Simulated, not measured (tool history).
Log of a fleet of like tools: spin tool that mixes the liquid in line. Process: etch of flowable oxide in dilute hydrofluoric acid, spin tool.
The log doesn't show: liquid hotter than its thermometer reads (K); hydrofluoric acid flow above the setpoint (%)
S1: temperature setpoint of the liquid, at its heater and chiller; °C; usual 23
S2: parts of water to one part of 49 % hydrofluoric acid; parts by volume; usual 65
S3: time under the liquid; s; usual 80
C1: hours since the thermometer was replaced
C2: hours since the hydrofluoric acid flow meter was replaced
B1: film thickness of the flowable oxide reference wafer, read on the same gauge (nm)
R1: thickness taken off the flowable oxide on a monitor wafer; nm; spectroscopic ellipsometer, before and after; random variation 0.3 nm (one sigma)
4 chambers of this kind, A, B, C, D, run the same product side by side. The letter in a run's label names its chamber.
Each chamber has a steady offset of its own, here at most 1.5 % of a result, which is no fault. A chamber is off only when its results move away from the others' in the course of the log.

run    day    S1  S2  S3      C1     C2      B1      R1
 1C  0.488    23  65  80   848.9   23.9  119.99  38.352
 2A  0.921    23  65  80  1053.9  207.1  120.01  38.988
 3D  1.154    23  65  80     436    305  120.01  38.535
 4B  1.579    23  65  80   619.5  155.5     120  38.181
 5C  1.962  27.5  85  80   884.3   59.3  120.01  34.328
 6D  2.429  27.5  85  80   466.6  335.6  119.98  34.176
 7B  2.912  27.5  85  80   651.5  187.5  120.02  33.902
 8A  3.433  27.5  85  80  1114.2  267.4  119.98  34.352
 9A  3.783    23  65  80  1122.6  275.8  120.01  39.087
10C  4.171    23  65  80   937.3  112.3     120  38.777
11B  4.596    23  85  80   691.9  227.9  120.02  28.333
12D  4.954    23  85  80   527.2  396.2  120.01  29.133
13D  5.242    23  85  80   534.1  403.1  119.97   29.48
14B  5.733    23  85  80   719.2  255.2  120.02  28.771
15C  6.196  18.5  80  80   985.9  160.9  119.99  25.426
16A  6.471  18.5  80  80  1187.1  340.3  120.01  25.941
17C  6.988  18.5  80  80  1004.9  179.9  120.01   25.64
18D   7.35  18.5  80  80   584.7  453.7     120  26.619
     7.488  -- chamber D: thermometer replaced
19A  7.696    23  65  80  1216.5  369.7     120  38.548
20B  8.129    23  65  80   776.7  312.7  119.97  38.918
21C  8.604    23  65  80  1043.7  218.7  120.01  38.305
22B  9.121    23  65  80   800.5  336.5  119.99  38.918
23D  9.396    23  65  80    45.9  502.8     120  40.989
24A  9.658    23  65  80  1263.6  416.8  120.01  38.619
25C  9.942  26.5  65  80  1075.8  250.8  120.02  43.823
26A   10.2  26.5  65  80  1276.6  429.8     120  44.926

What goes on in this fleet: one chamber off, a drifting gauge, or nothing beyond the chambers' own small offsets? Name the chamber and the cause, if any.

Chamber D drifts away from the others.
Cause: hydrofluoric acid flow above the setpoint (%) = 7.5.

Here are 4 candidates for chamber D's next run, each the usual settings with a change, their results left as question marks. Which one brings its results back in line with what the others give on the usual settings?
In line means no further than this from the other chambers' mean on the usual settings: R1 1.1 nm
27D-1  10.575    23  65  75               ?
27D-2  10.575    23  65  85               ?
27D-3  10.575  22.5  65  80               ?
27D-4  10.575  23.5  65  80               ?

The other chambers' mean on the usual settings: R1 38.581 nm
  run      R1
27D-1  38.707
27D-2  43.868
27D-3  40.428
27D-4  42.161
27D-1 brings the chamber back in line.
